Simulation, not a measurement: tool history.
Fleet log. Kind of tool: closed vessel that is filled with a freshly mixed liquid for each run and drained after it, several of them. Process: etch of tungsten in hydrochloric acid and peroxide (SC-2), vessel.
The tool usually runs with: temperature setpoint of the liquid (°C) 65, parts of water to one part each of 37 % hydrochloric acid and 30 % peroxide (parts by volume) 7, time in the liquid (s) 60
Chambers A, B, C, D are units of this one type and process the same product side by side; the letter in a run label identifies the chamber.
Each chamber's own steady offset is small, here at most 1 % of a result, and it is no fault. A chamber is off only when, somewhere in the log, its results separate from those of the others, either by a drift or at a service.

run   hour  temperature setpoint of the liquid (°C)  parts of water to one part each of 37 % hydrochloric acid and 30 % peroxide (parts by volume)  time in the liquid (s)  read-back film thickness of the tungsten reference wafer, read on the same gauge (nm)  thickness taken off the tungsten on a monitor wafer (Å)
 1C    3.6                                       65                                                                                              7                      60                                                                                 149.99                                                   456.22
 2A    7.4                                       65                                                                                              7                      60                                                                                 149.98                                                   451.95
       9.1  -- chamber D: new drum of peroxide connected
 3B   11.1                                       65                                                                                              7                      60                                                                                 149.98                                                   448.52
        13  -- chamber A: new drum of peroxide connected
 4D   14.2                                       65                                                                                              7                      60                                                                                 150.01                                                   454.68
 5D   18.1                                       65                                                                                              7                      60                                                                                    150                                                   453.08
 6B   22.2                                       65                                                                                              7                      60                                                                                 150.03                                                   452.36
 7A   25.4                                       65                                                                                              7                      60                                                                                 150.02                                                   451.74
 8C     28                                       65                                                                                              7                      60                                                                                 149.99                                                   451.36
 9C   31.6                                       65                                                                                              7                      60                                                                                 150.02                                                   454.03
10B   34.4                                       65                                                                                              7                      60                                                                                 149.98                                                    445.3
11A     37                                       65                                                                                              7                      60                                                                                 149.99                                                   455.22
12D   40.8                                       65                                                                                              7                      60                                                                                 150.01                                                   448.42
13A   43.8                                       65                                                                                              7                      60                                                                                 150.05                                                   459.21
14D   48.2                                       65                                                                                              7                      60                                                                                 149.99                                                   454.24
15B   52.7                                       65                                                                                              7                      60                                                                                 150.05                                                   447.12
16C   55.9                                       65                                                                                              7                      60                                                                                 150.01                                                    450.6
17C   60.4                                       65                                                                                              7                      60                                                                                 149.98                                                   455.62
18D   65.1                                       65                                                                                              7                      60                                                                                 150.01                                                   452.96
19A     69                                       65                                                                                              7                      60                                                                                 149.97                                                   466.46
20B   73.9                                       65                                                                                              7                      60                                                                                 150.02                                                   441.96
21C   77.1                                       65                                                                                              7                      60                                                                                 150.01                                                   455.13
22D   80.7                                       65                                                                                              7                      60                                                                                    150                                                   454.24
23B   84.5                                       56                                                                                            9.5                      60                                                                                 150.02                                                   198.72
24A     89                                       56                                                                                            9.5                      60                                                                                 150.02                                                   211.49
25C   93.3                                       56                                                                                            9.5                      60                                                                                 149.97                                                    203.5
26D   97.1                                       56                                                                                            9.5                      60                                                                                 150.03                                                   197.89
27A  100.1                                       65                                                                                              7                      60                                                                                 149.97                                                   483.66
28B    105                                       65                                                                                              7                      60                                                                                 150.01                                                   451.08
29B  107.5                                       65                                                                                              7                      60                                                                                 149.99                                                   448.25
30C  110.7                                       65                                                                                              7                      60                                                                                    150                                                   452.24

One chamber off, gauge drift, or nothing amiss beyond the chambers' own small offsets? If it is a chamber, which one, and what is the likeliest cause?

One chamber, A, drifts off from the rest bit by bit.
Most likely cause: chemicals flow above the setpoint (%) = 9.25.
The log may not tell that from: liquid hotter than its thermometer reads (K).

Which of the 4 candidates below, each the usual settings with something changed and its results left as question marks, puts chamber A back in line with what the other chambers give on the usual settings?
To be in line, a result may differ from the other chambers' mean on the usual settings by at most: thickness taken off the tungsten on a monitor wafer (Å) 11
31A-1  114.2                                       64                                                                                              7                      60                                                                                                                                               ?
31A-2  114.2                                       66                                                                                              7                      60                                                                                                                                               ?
31A-3  114.2                                     63.5                                                                                            7.5                      60                                                                                                                                               ?
31A-4  114.2                                       66                                                                                              7                      65                                                                                                                                               ?

Other chambers, usual settings, mean: thickness taken off the tungsten on a monitor wafer (Å) 450.81
  run  thickness taken off the tungsten on a monitor wafer (Å)
31A-1                                                   451.82
31A-2                                                   510.96
31A-3                                                   415.61
31A-4                                                   553.54
31A-1 brings the chamber back in line.
